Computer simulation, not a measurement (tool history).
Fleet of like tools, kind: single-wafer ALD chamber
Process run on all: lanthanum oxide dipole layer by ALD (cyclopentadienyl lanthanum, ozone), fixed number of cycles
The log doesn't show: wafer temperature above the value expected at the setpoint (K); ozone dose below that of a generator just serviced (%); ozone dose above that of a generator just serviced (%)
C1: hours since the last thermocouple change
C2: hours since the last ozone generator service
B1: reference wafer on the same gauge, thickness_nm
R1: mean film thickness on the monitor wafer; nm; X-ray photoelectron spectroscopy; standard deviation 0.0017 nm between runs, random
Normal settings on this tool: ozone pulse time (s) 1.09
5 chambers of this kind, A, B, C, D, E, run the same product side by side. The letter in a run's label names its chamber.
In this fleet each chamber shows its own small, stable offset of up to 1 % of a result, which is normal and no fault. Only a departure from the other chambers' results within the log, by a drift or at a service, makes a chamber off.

At hour 4.1: chamber C: ozone generator serviced.
Run 1B, hour 8.2: usual settings; C1 1846.2; C2 1032.6; B1 0.56436. Result: R1 0.51721 nm.
Run 2C, hour 14.1: usual settings; C1 1040.4; C2 10.0; B1 0.56401. Result: R1 0.51357 nm.
Run 3E, hour 22.3: usual settings; C1 494.8; C2 327.3; B1 0.56415. Result: R1 0.51022 nm.
Run 4A, hour 26.3: usual settings; C1 1108.9; C2 57.8; B1 0.56418. Result: R1 0.50908 nm.
Run 5D, hour 32.3: usual settings; C1 1418.9; C2 310.2; B1 0.56401. Result: R1 0.51432 nm.
Run 6C, hour 40.2: usual settings; C1 1066.5; C2 36.1; B1 0.56414. Result: R1 0.51129 nm.
Run 7D, hour 45.6: usual settings; C1 1432.2; C2 323.5; B1 0.56387. Result: R1 0.51519 nm.
Run 8B, hour 52.6: usual settings; C1 1890.6; C2 1077.0; B1 0.56358. Result: R1 0.51606 nm.
Run 9A, hour 57.0: usual settings but ozone pulse time (s) 0.73; C1 1139.6; C2 88.5; B1 0.56378. Result: R1 0.44549 nm.
Run 10E, hour 61.9: usual settings but ozone pulse time (s) 0.73; C1 534.4; C2 366.9; B1 0.56434. Result: R1 0.43900 nm.
Run 11D, hour 68.5: usual settings but ozone pulse time (s) 0.73; C1 1455.1; C2 346.4; B1 0.56427. Result: R1 0.44374 nm.
Run 12A, hour 73.8: usual settings but ozone pulse time (s) 0.73; C1 1156.4; C2 105.3; B1 0.56431. Result: R1 0.44307 nm.
Run 13E, hour 81.8: usual settings but ozone pulse time (s) 0.73; C1 554.3; C2 386.8; B1 0.56426. Result: R1 0.43416 nm.
Run 14C, hour 88.7: usual settings; C1 1115.0; C2 84.6; B1 0.56379. Result: R1 0.51365 nm.
Run 15B, hour 97.0: usual settings but ozone pulse time (s) 0.77; C1 1935.0; C2 1121.4; B1 0.56417. Result: R1 0.45433 nm.
Run 16B, hour 105.1: usual settings but ozone pulse time (s) 0.77; C1 1943.1; C2 1129.5; B1 0.56365. Result: R1 0.45943 nm.
Run 17D, hour 111.2: usual settings but ozone pulse time (s) 0.77; C1 1497.8; C2 389.1; B1 0.56399. Result: R1 0.45607 nm.
Run 18A, hour 118.8: usual settings but ozone pulse time (s) 0.77; C1 1201.4; C2 150.3; B1 0.56399. Result: R1 0.45240 nm.
Run 19C, hour 125.4: usual settings but ozone pulse time (s) 0.77; C1 1151.7; C2 121.3; B1 0.56416. Result: R1 0.45713 nm.
Run 20E, hour 129.5: usual settings; C1 602.0; C2 434.5; B1 0.56414. Result: R1 0.50634 nm.
Run 21E, hour 136.0: usual settings; C1 608.5; C2 441.0; B1 0.56385. Result: R1 0.50376 nm.
Run 22D, hour 140.0: usual settings; C1 1526.6; C2 417.9; B1 0.56379. Result: R1 0.51414 nm.
Run 23B, hour 148.4: usual settings; C1 1986.4; C2 1172.8; B1 0.56349. Result: R1 0.51487 nm.
Run 24C, hour 155.9: usual settings; C1 1182.2; C2 151.8; B1 0.56425. Result: R1 0.51523 nm.
Run 25A, hour 160.0: usual settings; C1 1242.6; C2 191.5; B1 0.56423. Result: R1 0.51169 nm.
At hour 162.2: chamber B: ozone generator serviced.
Run 26B, hour 166.1: usual settings; C1 2004.1; C2 3.9; B1 0.56391. Result: R1 0.51490 nm.
Run 27D, hour 171.6: usual settings but ozone pulse time (s) 1.33; C1 1558.2; C2 449.5; B1 0.56426. Result: R1 0.54458 nm.
Run 28C, hour 176.8: usual settings but ozone pulse time (s) 1.33; C1 1203.1; C2 172.7; B1 0.56380. Result: R1 0.53457 nm.
Run 29A, hour 182.5: usual settings but ozone pulse time (s) 1.33; C1 1265.1; C2 214.0; B1 0.56377. Result: R1 0.53149 nm.
Run 30E, hour 190.0: usual settings but ozone pulse time (s) 1.33; C1 662.5; C2 495.0; B1 0.56423. Result: R1 0.52667 nm.
Run 31C, hour 195.1: usual settings but ozone pulse time (s) 1.33; C1 1221.4; C2 191.0; B1 0.56370. Result: R1 0.53968 nm.
Run 32A, hour 199.8: usual settings; C1 1282.4; C2 231.3; B1 0.56375. Result: R1 0.50945 nm.
Run 33D, hour 206.6: usual settings; C1 1593.2; C2 484.5; B1 0.56431. Result: R1 0.51677 nm.
Run 34E, hour 213.1: usual settings; C1 685.6; C2 518.1; B1 0.56385. Result: R1 0.49894 nm.
Run 35B, hour 221.5: usual settings; C1 2059.5; C2 59.3; B1 0.56413. Result: R1 0.51363 nm.

One chamber off, gauge drift, or nothing amiss beyond the chambers' own small offsets? If it is a chamber, which one, and what is the likeliest cause?

Little by little, chamber E moves away from the other chambers.
Most likely cause: ozone dose below that of a generator just serviced (%) = 9.02.

Chamber E could run next with any of the 4 candidate recipes listed below; each alters the usual settings, and their results appear as question marks. Which one brings its results back in line with what the other chambers deliver on the usual settings?
To be in line, a result may differ from the other chambers' mean on the usual settings by at most: R1 0.00580 nm
Run 36E-1, hour 227.8: usual settings but ozone pulse time (s) 1.13. Result: R1 ?.
Run 36E-2, hour 227.8: usual settings but ozone pulse time (s) 0.99. Result: R1 ?.
Run 36E-3, hour 227.8: usual settings but ozone pulse time (s) 1.21. Result: R1 ?.
Run 36E-4, hour 227.8: usual settings but ozone pulse time (s) 1.05. Result: R1 ?.

Average result of the remaining chambers running the usual settings: R1 0.51410 nm
  run       R1
36E-1  0.50195
36E-2  0.48063
36E-3  0.51190
36E-4  0.49043
With 36E-3, the chamber falls back in line with the rest.

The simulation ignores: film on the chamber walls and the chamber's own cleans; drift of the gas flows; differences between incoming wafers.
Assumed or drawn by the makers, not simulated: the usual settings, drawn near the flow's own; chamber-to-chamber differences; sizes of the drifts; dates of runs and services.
